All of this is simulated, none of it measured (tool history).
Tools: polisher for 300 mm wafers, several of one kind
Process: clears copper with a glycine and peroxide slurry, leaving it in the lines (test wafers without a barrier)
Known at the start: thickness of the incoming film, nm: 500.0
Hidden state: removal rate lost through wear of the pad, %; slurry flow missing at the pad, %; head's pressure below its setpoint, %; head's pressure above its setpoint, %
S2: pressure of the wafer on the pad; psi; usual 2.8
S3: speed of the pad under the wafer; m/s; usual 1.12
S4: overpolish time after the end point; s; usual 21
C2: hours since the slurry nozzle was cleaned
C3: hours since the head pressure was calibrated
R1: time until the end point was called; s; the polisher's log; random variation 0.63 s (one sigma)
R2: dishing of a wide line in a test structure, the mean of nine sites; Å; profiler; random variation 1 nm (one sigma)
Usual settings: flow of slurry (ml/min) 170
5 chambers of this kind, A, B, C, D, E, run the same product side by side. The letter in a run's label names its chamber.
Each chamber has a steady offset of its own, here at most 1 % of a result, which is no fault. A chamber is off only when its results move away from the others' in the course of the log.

run 1A hour=2.1 | flow_of_slurry_(ml/min)=170 S2=2.8 S3=1.12 S4=21 | wafers_polished_on_this_pad=596 C2=141.1 C3=319.7 | R1=69.848 R2=710.97
run 2D hour=4.2 | flow_of_slurry_(ml/min)=170 S2=2.8 S3=1.12 S4=21 | wafers_polished_on_this_pad=273 C2=423.1 C3=608.8 | R1=70.339 R2=735.44
run 3E hour=6.6 | flow_of_slurry_(ml/min)=170 S2=2.8 S3=1.12 S4=21 | wafers_polished_on_this_pad=808 C2=91.2 C3=97.8 | R1=70.510 R2=724.94
-- hour=7.2 chamber A: worn pad replaced by a new one
run 4C hour=8.7 | flow_of_slurry_(ml/min)=170 S2=2.8 S3=1.12 S4=21 | wafers_polished_on_this_pad=570 C2=155.3 C3=549.0 | R1=69.843 R2=719.25
run 5B hour=10.7 | flow_of_slurry_(ml/min)=170 S2=2.8 S3=1.12 S4=21 | wafers_polished_on_this_pad=140 C2=354.5 C3=1040.1 | R1=70.802 R2=717.38
-- hour=13.1 chamber C: worn pad replaced by a new one
run 6C hour=13.9 | flow_of_slurry_(ml/min)=170 S2=2.8 S3=1.12 S4=21 | wafers_polished_on_this_pad=5 C2=160.5 C3=554.2 | R1=69.874 R2=714.32
run 7B hour=17.9 | flow_of_slurry_(ml/min)=170 S2=2.8 S3=1.12 S4=21 | wafers_polished_on_this_pad=182 C2=361.7 C3=1047.3 | R1=70.595 R2=709.34
run 8D hour=21.8 | flow_of_slurry_(ml/min)=170 S2=2.8 S3=1.12 S4=21 | wafers_polished_on_this_pad=377 C2=440.7 C3=626.4 | R1=72.504 R2=717.12
run 9E hour=24.1 | flow_of_slurry_(ml/min)=170 S2=2.8 S3=0.76 S4=21 | wafers_polished_on_this_pad=911 C2=108.7 C3=115.3 | R1=97.966 R2=603.58
run 10A hour=27.2 | flow_of_slurry_(ml/min)=170 S2=2.8 S3=0.76 S4=21 | wafers_polished_on_this_pad=118 C2=166.2 C3=344.8 | R1=97.433 R2=605.86
run 11D hour=29.2 | flow_of_slurry_(ml/min)=170 S2=2.8 S3=0.76 S4=21 | wafers_polished_on_this_pad=421 C2=448.1 C3=633.8 | R1=96.865 R2=600.46
run 12A hour=32.6 | flow_of_slurry_(ml/min)=170 S2=2.8 S3=0.76 S4=21 | wafers_polished_on_this_pad=150 C2=171.6 C3=350.2 | R1=96.621 R2=606.21
run 13B hour=35.0 | flow_of_slurry_(ml/min)=170 S2=2.8 S3=0.76 S4=21 | wafers_polished_on_this_pad=283 C2=378.8 C3=1064.4 | R1=95.857 R2=596.21
run 14E hour=37.9 | flow_of_slurry_(ml/min)=170 S2=2.8 S3=1.12 S4=21 | wafers_polished_on_this_pad=993 C2=122.5 C3=129.1 | R1=70.865 R2=736.17
run 15C hour=42.2 | flow_of_slurry_(ml/min)=170 S2=2.8 S3=1.12 S4=21 | wafers_polished_on_this_pad=172 C2=188.8 C3=582.5 | R1=70.639 R2=715.60
run 16A hour=45.3 | flow_of_slurry_(ml/min)=170 S2=2.8 S3=1.12 S4=21 | wafers_polished_on_this_pad=225 C2=184.3 C3=362.9 | R1=69.712 R2=721.57
-- hour=48.5 chamber E: worn pad replaced by a new one
run 17C hour=48.9 | flow_of_slurry_(ml/min)=170 S2=2.8 S3=1.12 S4=21 | wafers_polished_on_this_pad=211 C2=195.5 C3=589.2 | R1=70.513 R2=702.25
run 18E hour=52.6 | flow_of_slurry_(ml/min)=170 S2=2.8 S3=1.12 S4=21 | wafers_polished_on_this_pad=24 C2=137.2 C3=143.8 | R1=70.715 R2=742.37
run 19B hour=56.1 | flow_of_slurry_(ml/min)=170 S2=2.8 S3=1.12 S4=21 | wafers_polished_on_this_pad=407 C2=399.9 C3=1085.5 | R1=70.056 R2=707.08
-- hour=57.5 chamber C: slurry nozzle cleaned
run 20D hour=58.3 | flow_of_slurry_(ml/min)=170 S2=2.8 S3=1.12 S4=21 | wafers_polished_on_this_pad=592 C2=477.2 C3=662.9 | R1=73.096 R2=700.49
run 21E hour=60.3 | flow_of_slurry_(ml/min)=170 S2=2.8 S3=1.12 S4=21 | wafers_polished_on_this_pad=70 C2=144.9 C3=151.5 | R1=71.309 R2=708.06
run 22C hour=64.0 | flow_of_slurry_(ml/min)=170 S2=2.8 S3=1.12 S4=21 | wafers_polished_on_this_pad=300 C2=6.5 C3=604.3 | R1=71.150 R2=704.18
run 23D hour=67.3 | flow_of_slurry_(ml/min)=170 S2=2.8 S3=1.12 S4=15 | wafers_polished_on_this_pad=645 C2=486.2 C3=671.9 | R1=70.952 R2=570.83
run 24A hour=69.8 | flow_of_slurry_(ml/min)=170 S2=2.8 S3=1.12 S4=15 | wafers_polished_on_this_pad=369 C2=208.8 C3=387.4 | R1=69.921 R2=579.78
-- hour=73.6 chamber D: worn pad replaced by a new one
run 25B hour=73.6 | flow_of_slurry_(ml/min)=170 S2=2.8 S3=1.12 S4=15 | wafers_polished_on_this_pad=511 C2=417.4 C3=1103.0 | R1=70.043 R2=573.76
run 26A hour=76.3 | flow_of_slurry_(ml/min)=170 S2=2.8 S3=1.12 S4=15 | wafers_polished_on_this_pad=408 C2=215.3 C3=393.9 | R1=70.902 R2=578.86
run 27D hour=79.0 | flow_of_slurry_(ml/min)=170 S2=2.8 S3=1.12 S4=15 | wafers_polished_on_this_pad=31 C2=497.9 C3=683.6 | R1=71.370 R2=590.86
run 28C hour=82.8 | flow_of_slurry_(ml/min)=170 S2=2.8 S3=1.12 S4=21 | wafers_polished_on_this_pad=411 C2=25.3 C3=623.1 | R1=70.737 R2=705.28
run 29B hour=86.6 | flow_of_slurry_(ml/min)=170 S2=2.8 S3=1.12 S4=21 | wafers_polished_on_this_pad=587 C2=430.4 C3=1116.0 | R1=71.018 R2=717.91
run 30E hour=90.5 | flow_of_slurry_(ml/min)=195 S2=2.8 S3=1.12 S4=14 | wafers_polished_on_this_pad=248 C2=175.1 C3=181.7 | R1=68.998 R2=567.92
run 31E hour=93.0 | flow_of_slurry_(ml/min)=195 S2=2.8 S3=1.12 S4=14 | wafers_polished_on_this_pad=263 C2=177.6 C3=184.2 | R1=70.529 R2=572.70
run 32B hour=96.7 | flow_of_slurry_(ml/min)=195 S2=2.8 S3=1.12 S4=14 | wafers_polished_on_this_pad=647 C2=440.5 C3=1126.1 | R1=68.907 R2=570.93
run 33C hour=98.9 | flow_of_slurry_(ml/min)=195 S2=2.8 S3=1.12 S4=14 | wafers_polished_on_this_pad=506 C2=41.4 C3=639.2 | R1=68.916 R2=563.87
run 34A hour=103.1 | flow_of_slurry_(ml/min)=195 S2=2.8 S3=1.12 S4=14 | wafers_polished_on_this_pad=566 C2=242.1 C3=420.7 | R1=69.147 R2=567.52

All 5 chambers run these settings next. Forecast each chamber's results:
run 35A hour=106.3 | flow_of_slurry_(ml/min)=170 S2=2.8 S3=1.12 S4=21 | R1=? R2=?
run 35B hour=106.3 | flow_of_slurry_(ml/min)=170 S2=2.8 S3=1.12 S4=21 | R1=? R2=?
run 35C hour=106.3 | flow_of_slurry_(ml/min)=170 S2=2.8 S3=1.12 S4=21 | R1=? R2=?
run 35D hour=106.3 | flow_of_slurry_(ml/min)=170 S2=2.8 S3=1.12 S4=21 | R1=? R2=?
run 35E hour=106.3 | flow_of_slurry_(ml/min)=170 S2=2.8 S3=1.12 S4=21 | R1=? R2=?

run=35A R1=69.649 R2=707.27
run=35B R1=70.897 R2=706.38
run=35C R1=71.713 R2=724.84
run=35D R1=70.159 R2=703.44
run=35E R1=71.685 R2=707.24
